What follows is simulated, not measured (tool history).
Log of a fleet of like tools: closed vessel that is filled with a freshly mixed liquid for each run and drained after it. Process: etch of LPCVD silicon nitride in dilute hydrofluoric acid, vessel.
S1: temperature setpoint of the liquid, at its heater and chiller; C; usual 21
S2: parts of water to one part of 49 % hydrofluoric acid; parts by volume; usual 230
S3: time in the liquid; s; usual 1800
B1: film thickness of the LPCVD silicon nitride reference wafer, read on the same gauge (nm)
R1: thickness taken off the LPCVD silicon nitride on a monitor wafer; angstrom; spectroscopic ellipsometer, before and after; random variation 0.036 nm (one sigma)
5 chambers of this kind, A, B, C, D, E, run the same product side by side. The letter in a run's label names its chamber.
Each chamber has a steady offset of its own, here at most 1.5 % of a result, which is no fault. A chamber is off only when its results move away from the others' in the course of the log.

run	hour	S1	S2	S3	B1	R1
1A	6.7	21	230	1800	140.02	31.599
2B	13.4	21	230	1800	139.97	32.201
3E	20.7	21	230	1800	140.00	32.388
4C	29.6	21	230	1800	140.02	32.928
5D	35.7	21	230	1800	140.00	32.003
6A	40.8	21	230	1800	139.97	32.378
7D	47.9	21	230	1800	140.03	31.897
8B	55.1	21	230	1800	139.97	32.435
9E	61.5	21	230	1800	139.96	31.400
10C	69.0	21	230	1800	139.97	32.021
11D	76.8	21	230	1800	139.98	32.227
12A	83.4	21	230	1800	140.00	32.778
13B	89.5	21	330	2475	140.05	31.062
14C	94.0	21	330	2475	140.01	30.774
15E	101.5	21	330	2475	140.03	30.945
16D	111.0	21	330	2475	139.93	31.255
17B	118.5	21	330	2475	140.01	30.947
18C	123.8	21	230	1800	139.95	31.878
19E	128.6	21	230	1800	140.03	31.904
20A	135.1	21	230	1800	139.97	32.552
21B	140.3	21	230	1800	139.97	32.423
22A	145.9	21	230	1800	140.01	32.028
23C	151.6	21	160	1800	139.92	45.357
24D	160.6	21	160	1800	140.00	45.832
25E	166.8	21	160	1800	140.03	44.958
26D	173.3	21	160	1800	140.05	46.280
27C	178.1	21	160	1800	139.99	45.489
28A	182.8	21	230	1800	140.01	32.152
29B	188.6	21	230	1800	140.02	31.834
30E	193.2	19	230	1290	139.98	20.007
31E	201.6	19	230	1290	140.03	20.085
32B	205.7	19	230	1290	140.01	20.478
33C	212.1	19	230	1290	139.99	19.394
34A	216.7	19	230	1290	139.98	20.431
35D	224.1	21	230	1800	140.02	32.419
36B	230.9	21	230	1800	140.06	32.156
37E	235.2	21	230	1800	140.00	31.892
38C	239.6	21	230	2335	140.00	40.341
39A	247.0	21	230	2335	139.96	42.431
40D	255.9	21	230	2335	139.99	42.404

What goes on in this fleet: one chamber off, a drifting gauge, or nothing beyond the chambers' own small offsets? Name the chamber and the cause, if any.

Chamber C drifts away from the others.
Cause: liquid colder than its thermometer reads (K) = 0.925.
The log may not tell that from: hydrofluoric acid flow below the setpoint (%).

Here are 4 candidates for chamber C's next run, each the usual settings with a change, their results left as question marks. Which one brings its results back in line with what the others give on the usual settings?
In line means no further than this from the other chambers' mean on the usual settings: R1 1.200 angstrom
41C-1	262.7	21	235	1745		?
41C-2	262.7	21	220	1800		?
41C-3	262.7	19	230	1800		?
41C-4	262.7	21	230	2010		?

The other chambers' mean on the usual settings: R1 32.279 angstrom
run	R1
41C-1	29.338
41C-2	32.290
41C-3	27.108
41C-4	34.514
41C-2 brings the chamber back in line.
